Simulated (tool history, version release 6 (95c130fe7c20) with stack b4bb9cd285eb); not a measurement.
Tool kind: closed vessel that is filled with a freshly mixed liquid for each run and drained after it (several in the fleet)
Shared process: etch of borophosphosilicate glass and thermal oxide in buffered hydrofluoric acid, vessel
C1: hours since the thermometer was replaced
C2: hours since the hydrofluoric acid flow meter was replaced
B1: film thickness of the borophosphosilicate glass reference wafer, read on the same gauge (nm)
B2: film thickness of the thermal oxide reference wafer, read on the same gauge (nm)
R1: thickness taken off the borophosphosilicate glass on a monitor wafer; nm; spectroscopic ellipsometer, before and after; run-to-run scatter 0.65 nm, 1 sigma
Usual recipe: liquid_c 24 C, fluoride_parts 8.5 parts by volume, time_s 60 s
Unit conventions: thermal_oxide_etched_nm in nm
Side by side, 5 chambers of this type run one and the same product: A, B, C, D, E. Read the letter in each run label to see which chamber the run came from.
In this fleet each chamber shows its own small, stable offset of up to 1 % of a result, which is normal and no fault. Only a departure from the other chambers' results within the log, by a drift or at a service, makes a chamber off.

run 1E hour=4.1 | liquid_c=24 fluoride_parts=8.5 time_s=60 | C1=351.1 C2=600.1 | B1=110.01 B2=99.988 | R1=121.06 thermal_oxide_etched_nm=80.319
run 2D hour=9.1 | liquid_c=24 fluoride_parts=8.5 time_s=60 | C1=679.4 C2=455.1 | B1=109.99 B2=99.989 | R1=123.4 thermal_oxide_etched_nm=81.423
run 3A hour=12.4 | liquid_c=24 fluoride_parts=8.5 time_s=60 | C1=403.1 C2=343.6 | B1=109.99 B2=100 | R1=122.21 thermal_oxide_etched_nm=80.064
run 4C hour=16.3 | liquid_c=24 fluoride_parts=8.5 time_s=60 | C1=1388.6 C2=445.8 | B1=110.01 B2=100.03 | R1=121.19 thermal_oxide_etched_nm=80.241
run 5B hour=20.1 | liquid_c=24 fluoride_parts=8.5 time_s=60 | C1=1967.9 C2=467.4 | B1=110.01 B2=100.01 | R1=123.56 thermal_oxide_etched_nm=81.246
run 6E hour=25.1 | liquid_c=24 fluoride_parts=8.5 time_s=60 | C1=372.1 C2=621.1 | B1=110.02 B2=100.01 | R1=122.84 thermal_oxide_etched_nm=80.52
run 7A hour=29.3 | liquid_c=24 fluoride_parts=8.5 time_s=60 | C1=420 C2=360.5 | B1=110.04 B2=99.993 | R1=122.94 thermal_oxide_etched_nm=80.043
run 8C hour=31.8 | liquid_c=24 fluoride_parts=8.5 time_s=60 | C1=1404.1 C2=461.3 | B1=110 B2=99.978 | R1=121.11 thermal_oxide_etched_nm=80.699
run 9B hour=35.8 | liquid_c=24 fluoride_parts=8.5 time_s=60 | C1=1983.6 C2=483.1 | B1=110.03 B2=100 | R1=123.6 thermal_oxide_etched_nm=80.633
run 10D hour=38.6 | liquid_c=24 fluoride_parts=8.5 time_s=60 | C1=708.9 C2=484.6 | B1=110 B2=100 | R1=121.25 thermal_oxide_etched_nm=81.157
run 11D hour=43.4 | liquid_c=24 fluoride_parts=8.5 time_s=60 | C1=713.7 C2=489.4 | B1=110.01 B2=100 | R1=121.56 thermal_oxide_etched_nm=81.175
run 12E hour=48.2 | liquid_c=24 fluoride_parts=8.5 time_s=60 | C1=395.2 C2=644.2 | B1=110.02 B2=100 | R1=122.13 thermal_oxide_etched_nm=80.907
run 13B hour=51.9 | liquid_c=24 fluoride_parts=7 time_s=45 | C1=1999.7 C2=499.2 | B1=109.99 B2=100.02 | R1=114.23 thermal_oxide_etched_nm=74.621
run 14C hour=56.8 | liquid_c=24 fluoride_parts=7 time_s=45 | C1=1429.1 C2=486.3 | B1=109.97 B2=100.03 | R1=112.58 thermal_oxide_etched_nm=74.657
run 15A hour=61.5 | liquid_c=24 fluoride_parts=7 time_s=45 | C1=452.2 C2=392.7 | B1=109.98 B2=100 | R1=114.98 thermal_oxide_etched_nm=74.651
run 16E hour=65.7 | liquid_c=24 fluoride_parts=7 time_s=45 | C1=412.7 C2=661.7 | B1=109.95 B2=100 | R1=111.49 thermal_oxide_etched_nm=74.672
run 17C hour=70.5 | liquid_c=24 fluoride_parts=7 time_s=45 | C1=1442.8 C2=500 | B1=110 B2=100.01 | R1=112.88 thermal_oxide_etched_nm=73.901
run 18D hour=73 | liquid_c=24 fluoride_parts=8.5 time_s=60 | C1=743.3 C2=519 | B1=109.99 B2=100.02 | R1=122.69 thermal_oxide_etched_nm=81.239
run 19A hour=76.4 | liquid_c=24 fluoride_parts=8.5 time_s=60 | C1=467.1 C2=407.6 | B1=109.97 B2=99.985 | R1=121.73 thermal_oxide_etched_nm=79.946
run 20B hour=80.4 | liquid_c=26 fluoride_parts=8.5 time_s=60 | C1=2028.2 C2=527.7 | B1=110.01 B2=100.01 | R1=137.27 thermal_oxide_etched_nm=90.258
run 21C hour=83.4 | liquid_c=26 fluoride_parts=8.5 time_s=60 | C1=1455.7 C2=512.9 | B1=109.96 B2=99.996 | R1=134.83 thermal_oxide_etched_nm=89.368
run 22B hour=86.9 | liquid_c=26 fluoride_parts=8.5 time_s=60 | C1=2034.7 C2=534.2 | B1=110.03 B2=100 | R1=137.89 thermal_oxide_etched_nm=90.377
run 23E hour=89.4 | liquid_c=26 fluoride_parts=8.5 time_s=60 | C1=436.4 C2=685.4 | B1=110.02 B2=100.03 | R1=135.84 thermal_oxide_etched_nm=89.935
run 24A hour=94.1 | liquid_c=26 fluoride_parts=8.5 time_s=60 | C1=484.8 C2=425.3 | B1=109.97 B2=100 | R1=135.43 thermal_oxide_etched_nm=89.37
run 25D hour=97.4 | liquid_c=24 fluoride_parts=8.5 time_s=60 | C1=767.7 C2=543.4 | B1=110.03 B2=100.01 | R1=121.95 thermal_oxide_etched_nm=80.849
run 26E hour=100.6 | liquid_c=24 fluoride_parts=8.5 time_s=60 | C1=447.6 C2=696.6 | B1=110.01 B2=100.01 | R1=123.07 thermal_oxide_etched_nm=81.081
run 27B hour=105.5 | liquid_c=24 fluoride_parts=8.5 time_s=60 | C1=2053.3 C2=552.8 | B1=110 B2=100.01 | R1=123.18 thermal_oxide_etched_nm=80.73
-- hour=106.5 chamber B: thermometer replaced
run 28C hour=108.3 | liquid_c=24 fluoride_parts=8.5 time_s=60 | C1=1480.6 C2=537.8 | B1=110.01 B2=99.982 | R1=121.13 thermal_oxide_etched_nm=80.181
run 29D hour=112.1 | liquid_c=24 fluoride_parts=8.5 time_s=60 | C1=782.4 C2=558.1 | B1=110.04 B2=99.999 | R1=122.23 thermal_oxide_etched_nm=81.055
run 30A hour=116 | liquid_c=24 fluoride_parts=8.5 time_s=60 | C1=506.7 C2=447.2 | B1=109.99 B2=99.994 | R1=123.4 thermal_oxide_etched_nm=80.181
run 31D hour=119.7 | liquid_c=24 fluoride_parts=8.5 time_s=60 | C1=790 C2=565.7 | B1=110.07 B2=99.999 | R1=122.58 thermal_oxide_etched_nm=80.944
run 32B hour=124.7 | liquid_c=24 fluoride_parts=8.5 time_s=60 | C1=18.2 C2=572 | B1=109.98 B2=99.994 | R1=124.81 thermal_oxide_etched_nm=80.909
run 33C hour=127.3 | liquid_c=24 fluoride_parts=8.5 time_s=60 | C1=1499.6 C2=556.8 | B1=110.02 B2=99.996 | R1=122.19 thermal_oxide_etched_nm=80.425
run 34A hour=130.8 | liquid_c=21.5 fluoride_parts=8.5 time_s=35 | C1=521.5 C2=462 | B1=110 B2=99.992 | R1=62.624 thermal_oxide_etched_nm=40.658
-- hour=131.7 chamber B: hydrofluoric acid flow meter replaced
run 35E hour=134.8 | liquid_c=21.5 fluoride_parts=8.5 time_s=35 | C1=481.8 C2=730.8 | B1=109.96 B2=100 | R1=62.391 thermal_oxide_etched_nm=40.98
-- hour=138.8 chamber C: hydrofluoric acid flow meter replaced
run 36A hour=139 | liquid_c=21.5 fluoride_parts=8.5 time_s=35 | C1=529.7 C2=470.2 | B1=110.03 B2=99.989 | R1=62.26 thermal_oxide_etched_nm=40.719
run 37E hour=143.6 | liquid_c=21.5 fluoride_parts=8.5 time_s=35 | C1=490.6 C2=739.6 | B1=110.01 B2=99.977 | R1=62.397 thermal_oxide_etched_nm=41.132
run 38B hour=147.8 | liquid_c=21.5 fluoride_parts=8.5 time_s=35 | C1=41.3 C2=16.2 | B1=110.03 B2=100.01 | R1=63.24 thermal_oxide_etched_nm=40.858
run 39C hour=152.7 | liquid_c=24 fluoride_parts=8.5 time_s=60 | C1=1525 C2=13.9 | B1=110.05 B2=100.01 | R1=121.06 thermal_oxide_etched_nm=80.598
run 40D hour=156.7 | liquid_c=24 fluoride_parts=8.5 time_s=60 | C1=827 C2=602.7 | B1=110 B2=100.02 | R1=122.43 thermal_oxide_etched_nm=80.343
run 41B hour=162.3 | liquid_c=24 fluoride_parts=8.5 time_s=60 | C1=55.8 C2=30.7 | B1=110.04 B2=100.02 | R1=122.7 thermal_oxide_etched_nm=80.85
run 42C hour=165.9 | liquid_c=24 fluoride_parts=8.5 time_s=75 | C1=1538.2 C2=27.1 | B1=109.98 B2=100 | R1=150.14 thermal_oxide_etched_nm=99.973

All 5 chambers run these settings next. Forecast each chamber's results:
run 43A hour=169.9 | liquid_c=24 fluoride_parts=8.5 time_s=35 | R1=? thermal_oxide_etched_nm=?
run 43B hour=169.9 | liquid_c=24 fluoride_parts=8.5 time_s=35 | R1=? thermal_oxide_etched_nm=?
run 43C hour=169.9 | liquid_c=24 fluoride_parts=8.5 time_s=35 | R1=? thermal_oxide_etched_nm=?
run 43D hour=169.9 | liquid_c=24 fluoride_parts=8.5 time_s=35 | R1=? thermal_oxide_etched_nm=?
run 43E hour=169.9 | liquid_c=24 fluoride_parts=8.5 time_s=35 | R1=? thermal_oxide_etched_nm=?

run=43A R1=72.069 thermal_oxide_etched_nm=46.912
run=43B R1=71.229 thermal_oxide_etched_nm=46.934
run=43C R1=69.611 thermal_oxide_etched_nm=47.13
run=43D R1=71.614 thermal_oxide_etched_nm=47.432
run=43E R1=70.094 thermal_oxide_etched_nm=46.896
